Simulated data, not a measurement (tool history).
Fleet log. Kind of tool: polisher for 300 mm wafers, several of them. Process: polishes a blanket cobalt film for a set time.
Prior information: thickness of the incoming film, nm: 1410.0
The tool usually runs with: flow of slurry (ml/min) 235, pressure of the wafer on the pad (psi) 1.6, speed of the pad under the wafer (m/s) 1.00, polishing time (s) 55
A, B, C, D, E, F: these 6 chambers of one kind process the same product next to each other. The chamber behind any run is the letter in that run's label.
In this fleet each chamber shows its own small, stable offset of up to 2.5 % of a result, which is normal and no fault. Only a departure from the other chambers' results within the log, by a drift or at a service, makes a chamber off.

run   hour  flow of slurry (ml/min)  pressure of the wafer on the pad (psi)  speed of the pad under the wafer (m/s)  polishing time (s)  wafers polished on this pad  hours since the slurry nozzle was cleaned  hours since the head pressure was calibrated  film removed (Å)
 1E    5.7                      235                                     1.6                                    1.00                  55                         1064                                      707.6                                          17.6            1949.2
 2D   12.9                      235                                     1.6                                    1.00                  55                          509                                      460.4                                         575.5            1924.2
 3F   18.2                      235                                     1.6                                    1.00                  55                          976                                       89.9                                          95.4            1910.0
      20.1  -- chamber D: worn pad replaced by a new one
 4B   23.6                      235                                     1.6                                    1.00                  55                         1390                                      107.4                                         192.5            1921.7
 5A   32.0                      235                                     1.6                                    1.00                  55                          578                                      441.3                                        1184.2            1937.3
 6C   38.1                      235                                     1.6                                    1.00                  55                          594                                      200.8                                         855.7            1925.9
 7F   44.7                      295                                     1.6                                    1.26                  55                         1178                                      116.4                                         121.9            2471.7
 8D   49.5                      295                                     1.6                                    1.26                  55                          224                                      497.0                                         612.1            2469.4
      51.2  -- chamber A: head pressure recalibrated
      51.7  -- chamber E: worn pad replaced by a new one
 9A   55.5                      295                                     1.6                                    1.26                  55                          756                                      464.8                                           4.4            2506.7
      57.3  -- chamber B: worn pad replaced by a new one
10B   62.5                      295                                     1.6                                    1.26                  55                           39                                      146.3                                         231.4            2537.5
      65.1  -- chamber F: worn pad replaced by a new one
11E   72.8                      295                                     1.6                                    1.26                  55                          161                                      774.7                                          84.7            2507.5
      79.3  -- chamber C: slurry nozzle cleaned
12C   80.0                      295                                     1.6                                    1.26                  55                          913                                        0.7                                         897.6            2492.6
      81.9  -- chamber D: worn pad replaced by a new one
13F   85.2                      235                                     1.6                                    1.00                  55                          152                                      156.9                                         162.4            1958.7
14A   91.6                      235                                     1.6                                    1.00                  55                         1031                                      500.9                                          40.5            1921.0
      97.2  -- chamber C: worn pad replaced by a new one
15D  101.8                      235                                     1.6                                    1.00                  55                          151                                      549.3                                         664.4            1905.1
16E  112.2                      235                                     1.6                                    1.00                  55                          460                                      814.1                                         124.1            1916.4
17B  120.1                      235                                     1.6                                    1.00                  55                          477                                      203.9                                         289.0            1985.4
18C  125.8                      235                                     1.6                                    1.00                  55                          217                                       46.5                                         943.4            1917.8
19A  133.4                      235                                     1.1                                    1.00                  47                         1348                                      542.7                                          82.3            1124.6
     142.0  -- chamber D: worn pad replaced by a new one
     143.5  -- chamber C: head pressure recalibrated
20E  143.8                      235                                     1.1                                    1.00                  47                          700                                      845.7                                         155.7            1135.6
21F  153.3                      235                                     1.1                                    1.00                  47                          670                                      225.0                                         230.5            1132.4
22C  158.9                      235                                     1.1                                    1.00                  47                          469                                       79.6                                          15.4            1036.2
     162.8  -- chamber A: worn pad replaced by a new one
23B  163.5                      235                                     1.1                                    1.00                  47                          807                                      247.3                                         332.4            1143.9
     169.1  -- chamber E: slurry nozzle cleaned
24D  173.4                      235                                     1.1                                    1.00                  47                          239                                      620.9                                         736.0            1106.1
25B  178.8                      235                                     1.6                                    1.00                  55                          923                                      262.6                                         347.7            1908.6
26A  183.9                      235                                     1.6                                    1.00                  55                          160                                      593.2                                         132.8            1920.0
27F  193.4                      200                                     1.9                                    1.00                  55                          975                                      265.1                                         270.6            2197.9
28E  199.6                      200                                     1.9                                    1.00                  55                         1124                                       30.6                                         211.5            2229.5
     201.8  -- chamber D: worn pad replaced by a new one
29D  204.7                      200                                     1.9                                    1.00                  55                           22                                      652.2                                         767.3            2252.1
     211.4  -- chamber E: worn pad replaced by a new one
30C  212.8                      200                                     1.9                                    1.00                  55                          879                                      133.5                                          69.3            2036.5
31B  217.8                      200                                     1.9                                    1.00                  55                         1220                                      301.6                                         386.7            2284.2
32A  223.8                      200                                     1.9                                    1.00                  55                          463                                      633.1                                         172.7            2237.0
33E  230.5                      235                                     1.2                                    1.00                  66                          145                                       61.5                                         242.4            1756.5
     232.3  -- chamber F: worn pad replaced by a new one
     233.2  -- chamber C: worn pad replaced by a new one
34F  238.8                      235                                     1.2                                    1.00                  66                           49                                      310.5                                         316.0            1704.4
35D  243.5                      235                                     1.2                                    1.00                  66                          317                                      691.0                                         806.1            1689.4
36C  248.9                      235                                     1.2                                    1.00                  66                          119                                      169.6                                         105.4            1564.2
37C  258.8                      235                                     1.2                                    1.00                  66                          194                                      179.5                                         115.3            1571.4

The same settings go to every chamber for the next run, one line per chamber below. Forecast the results for each:
38A  266.3                      235                                     1.6                                    1.00                  65                                                                                                                                       ?
38B  266.3                      235                                     1.6                                    1.00                  65                                                                                                                                       ?
38C  266.3                      235                                     1.6                                    1.00                  65                                                                                                                                       ?
38D  266.3                      235                                     1.6                                    1.00                  65                                                                                                                                       ?
38E  266.3                      235                                     1.6                                    1.00                  65                                                                                                                                       ?
38F  266.3                      235                                     1.6                                    1.00                  65                                                                                                                                       ?

run  film removed (Å)
38A            2263.9
38B            2299.0
38C            2074.8
38D            2264.5
38E            2335.1
38F            2281.3

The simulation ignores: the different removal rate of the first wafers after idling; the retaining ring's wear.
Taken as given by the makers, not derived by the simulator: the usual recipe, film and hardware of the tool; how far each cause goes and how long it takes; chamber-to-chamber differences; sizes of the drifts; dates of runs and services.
